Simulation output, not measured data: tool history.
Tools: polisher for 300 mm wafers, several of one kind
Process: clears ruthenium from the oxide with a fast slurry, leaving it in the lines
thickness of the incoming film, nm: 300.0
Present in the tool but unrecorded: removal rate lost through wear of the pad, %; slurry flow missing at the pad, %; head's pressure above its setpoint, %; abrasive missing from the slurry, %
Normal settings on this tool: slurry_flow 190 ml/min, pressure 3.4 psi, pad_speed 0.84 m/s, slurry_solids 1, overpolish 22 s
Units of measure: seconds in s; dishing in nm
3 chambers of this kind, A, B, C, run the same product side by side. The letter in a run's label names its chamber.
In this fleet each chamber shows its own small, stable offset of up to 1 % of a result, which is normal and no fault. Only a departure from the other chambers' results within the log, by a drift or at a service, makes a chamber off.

run   hour  slurry_flow  pressure  pad_speed  slurry_solids  overpolish  wafers polished on this pad  hours since the slurry nozzle was cleaned  hours since the head pressure was calibrated  hours since the slurry blender was calibrated  seconds  dishing
 1B      6          190       3.4       0.84              1          22                          979                                       12.6                                         194.1                                          188.2    75.43   58.789
       6.5  -- chamber A: worn pad replaced by a new one
 2C   11.1          190       3.4       0.84              1          22                         1301                                      192.5                                           843                                           19.9   76.112   61.232
      12.6  -- chamber B: worn pad replaced by a new one
      17.1  -- chamber C: worn pad replaced by a new one
 3A   19.5          190       3.4       0.84              1          22                          151                                       68.5                                         536.9                                          223.7   75.534   57.038
 4A   25.7          190       3.4       0.84              1          22                          223                                       74.7                                         543.1                                          229.9   75.474   58.635
 5B   35.4          190       3.4       0.84              1          22                          265                                         42                                         223.5                                          217.6   75.178    58.75
 6C   43.1          190       3.4       0.84              1          22                          301                                      224.5                                           875                                           51.9   74.822   59.227
      46.1  -- chamber A: slurry blender recalibrated
 7A   49.1          190       3.4       0.84              1          22                          494                                       98.1                                         566.5                                              3   76.995   59.861
 8C   58.1          190       3.4       0.84              1          22                          475                                      239.5                                           890                                           66.9   76.143    58.26
 9B     63          190       3.4       0.84              1          22                          584                                       69.6                                         251.1                                          245.2   76.298    60.45
      65.8  -- chamber A: worn pad replaced by a new one
10A   70.6          190       3.4       0.84              1          22                           56                                      119.6                                           588                                           24.5   77.151   59.293
11B   76.9          190       3.4       0.84              1          22                          745                                       83.5                                           265                                          259.1   78.003   60.272
12C   85.8          190       3.4       0.84              1          22                          796                                      267.2                                         917.7                                           94.6   76.176   60.003
      87.9  -- chamber B: worn pad replaced by a new one
13A   94.6          190       3.4       0.84              1          22                          333                                      143.6                                           612                                           48.5   74.967   58.481
      99.1  -- chamber B: slurry blender recalibrated
     101.3  -- chamber C: head pressure recalibrated
14B  103.9          190       3.4       0.84              1          22                          185                                      110.5                                           292                                            4.9   74.775   60.478
15C    110          190       3.4       0.84            0.8          22                         1076                                      291.4                                           8.8                                          118.8   84.794   54.379
16A  118.8          190       3.4       0.84            0.8          22                          614                                      167.8                                         636.2                                           72.7   83.983   54.337
     119.3  -- chamber C: slurry blender recalibrated
     122.6  -- chamber C: worn pad replaced by a new one
17C  124.3          190       3.4       0.84            0.8          22                           20                                      305.7                                          23.1                                              5   85.163   54.193
18B  129.2          190       3.4       0.84              1          22                          478                                      135.8                                         317.3                                           30.2   76.813   59.492
     137.3  -- chamber A: worn pad replaced by a new one
19C  137.5          190       3.4       0.84              1          22                          172                                      318.9                                          36.3                                           18.2   77.521   59.842
20A    142          190       3.4       0.84              1          22                           55                                        191                                         659.4                                           95.9    76.27    59.48
21B  151.5          190       3.4       0.84              1          22                          736                                      158.1                                         339.6                                           52.5    72.24   59.687
22B  155.7          190       3.4       0.84              1          22                          785                                      162.3                                         343.8                                           56.7   74.489   61.642
     156.8  -- chamber B: worn pad replaced by a new one
23C  163.2          190       3.4       0.84              1          22                          470                                      344.6                                            62                                           43.9    75.47   58.225
24A  168.2          190       3.4       0.84              1          22                          358                                      217.2                                         685.6                                          122.1   75.745   58.275
25A  177.4          190       3.4       0.84              1          22                          465                                      226.4                                         694.8                                          131.3   77.462   56.966
26C  187.1          190       3.4       0.84              1          22                          747                                      368.5                                          85.9                                           67.8   77.398   58.301
27B  195.1          190       3.4       0.84              1          22                          444                                      201.7                                         383.2                                           96.1   72.977   61.953
28A  201.7          190       3.4       0.84              1          22                          746                                      250.7                                         719.1                                          155.6   77.022   58.582
29C  208.1          190       3.4       0.84              1          22                          990                                      389.5                                         106.9                                           88.8   76.248   60.211
30B  215.3          190       3.4       0.84              1          22                          678                                      221.9                                         403.4                                          116.3   70.609   61.847

Decide between three cases: one chamber stands off from its peers, the gauge reading all wafers drifts, or nothing is wrong past each chamber's small offset. Where a chamber is off, say which and what most likely put it there.

It is chamber B that slowly wanders off from its peers.
Likeliest cause: head's pressure above its setpoint, % = 6.66.

Chamber B could run next with any of the 4 candidate recipes listed below; each alters the usual settings, and their results appear as question marks. Which one brings its results back in line with what the other chambers deliver on the usual settings?
In-line tolerance around the mean of the other chambers on the usual settings: seconds 3.1 s; dishing 2.7 nm
31B-1  222.3          190       3.3       0.82              1          22                                                                                                                                                                             ?        ?
31B-2  222.3          190       3.2       0.78              1          22                                                                                                                                                                             ?        ?
31B-3  222.3          190       3.5       0.86              1          22                                                                                                                                                                             ?        ?
31B-4  222.3          190       3.6        0.9              1          23                                                                                                                                                                             ?        ?

Usual-settings mean across the other chambers: seconds 76.755 s; dishing 58.863 nm
  run  seconds  dishing
31B-1   76.156   59.811
31B-2   82.602   56.335
31B-3   68.405   64.574
31B-4   63.524   70.025
Change 31B-1 lands the chamber within the allowed miss of the other chambers.

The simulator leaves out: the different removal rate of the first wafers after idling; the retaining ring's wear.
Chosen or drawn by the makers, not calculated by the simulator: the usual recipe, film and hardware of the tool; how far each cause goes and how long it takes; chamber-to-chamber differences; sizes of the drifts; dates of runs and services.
